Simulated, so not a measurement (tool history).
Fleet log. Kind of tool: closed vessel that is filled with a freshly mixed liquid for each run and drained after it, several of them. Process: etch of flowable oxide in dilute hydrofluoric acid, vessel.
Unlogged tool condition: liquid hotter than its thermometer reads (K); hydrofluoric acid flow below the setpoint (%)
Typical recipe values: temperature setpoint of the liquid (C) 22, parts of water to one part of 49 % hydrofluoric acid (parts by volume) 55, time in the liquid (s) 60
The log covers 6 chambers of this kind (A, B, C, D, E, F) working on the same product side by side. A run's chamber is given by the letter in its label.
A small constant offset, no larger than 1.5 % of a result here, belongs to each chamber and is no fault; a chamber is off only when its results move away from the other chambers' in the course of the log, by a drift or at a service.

run	hour	temperature setpoint of the liquid (C)	parts of water to one part of 49 % hydrofluoric acid (parts by volume)	time in the liquid (s)	hours since the thermometer was replaced	hours since the hydrofluoric acid flow meter was replaced	read-back film thickness of the flowable oxide reference wafer, read on the same gauge (nm)	thickness taken off the flowable oxide on a monitor wafer (angstrom)
1E	10.2	22	55	60	530.9	608.6	50.005	710.54
2A	19.7	22	55	60	1689.4	846	50.018	709.13
3F	32.2	22	55	60	614.8	72.5	50.012	704.1
4B	39.9	22	55	60	957.9	946.1	50.026	702.95
5D	49.8	25	55	30	501.7	198.1	49.947	404.29
6C	60.4	25	55	30	646.4	1763	50.007	396.48
7E	73	25	55	30	593.7	671.4	50.011	397.32
8D	82.1	25	55	30	534	230.4	50.001	405.54
9F	91.7	25	55	30	674.3	132	49.974	392
10C	98.1	25	55	30	684.1	1800.7	49.986	392.31
11A	110.5	22	55	60	1780.2	936.8	50.004	696.61
12B	122.9	22	55	60	1040.9	1029.1	49.992	713.21
13C	129.9	22	55	60	715.9	1832.5	50.009	698.97
14B	139.8	22	55	60	1057.8	1046	50.015	708.46
15E	148.1	22	55	60	668.8	746.5	49.993	704.61
16A	156.9	22	55	60	1826.6	983.2	50.028	697.41
17F	167.7	22	55	60	750.3	208	50.008	713.53
18D	180.5	22	55	60	632.4	328.8	50.014	712.39
19E	190.7	22	55	60	711.4	789.1	49.972	709.93
# hour 197.3: chamber E: hydrofluoric acid flow meter replaced
20A	202.8	22	55	60	1872.5	1029.1	50.001	678
21C	214.8	22	55	60	800.8	1917.4	50.017	689.92
22F	220.8	22	45	60	803.4	261.1	49.983	877.99
23B	229	22	45	60	1147	1135.2	49.994	891.47
24D	238.8	22	45	60	690.7	387.1	49.962	875.28
25E	250.7	22	45	60	771.4	53.4	50.054	877.11
26A	259	22	45	60	1928.7	1085.3	49.973	830.91
27D	271.6	22	45	60	723.5	419.9	49.978	897.14
28C	281	22	55	60	867	1983.6	50.05	695.61
29B	287.6	22	55	60	1205.6	1193.8	50.03	710.19
30F	296.9	22	55	60	879.5	337.2	49.957	709.71
31C	305.9	18	55	60	891.9	2008.5	50.011	594.64
32A	311.6	18	55	60	1981.3	1137.9	49.99	549.54
33D	318.6	18	55	60	770.5	466.9	49.992	604.45
34E	327.8	18	55	60	848.5	130.5	49.984	594.73
35B	335.6	18	55	60	1253.6	1241.8	50.008	597.68
36F	344.4	18	55	60	927	384.7	49.981	607.18

One chamber off, gauge drift, or nothing amiss beyond the chambers' own small offsets? If it is a chamber, which one, and what is the likeliest cause?

One chamber, A, drifts off from the rest bit by bit.
What lies behind it: hydrofluoric acid flow below the setpoint (%) = 8.41.
With only this log, it may be confused with: liquid colder than its thermometer reads (K).

Below are 4 candidate recipes for chamber A's next run, each the usual settings with a change, their results shown as question marks. Which of them brings A's results back in line with what the other chambers give on the usual settings?
To be in line, a result may differ from the other chambers' mean on the usual settings by at most: thickness taken off the flowable oxide on a monitor wafer (angstrom) 23
37A-1	353.7	23	55	60				?
37A-2	353.7	20	55	60				?
37A-3	353.7	21	55	60				?
37A-4	353.7	22.5	55	65				?

The other chambers' mean on the usual settings: thickness taken off the flowable oxide on a monitor wafer (angstrom) 709.12
run	thickness taken off the flowable oxide on a monitor wafer (angstrom)
37A-1	672.1
37A-2	592.13
37A-3	618.06
37A-4	713.25
The answer is 37A-4, which returns the chamber to within the allowed miss of the others.

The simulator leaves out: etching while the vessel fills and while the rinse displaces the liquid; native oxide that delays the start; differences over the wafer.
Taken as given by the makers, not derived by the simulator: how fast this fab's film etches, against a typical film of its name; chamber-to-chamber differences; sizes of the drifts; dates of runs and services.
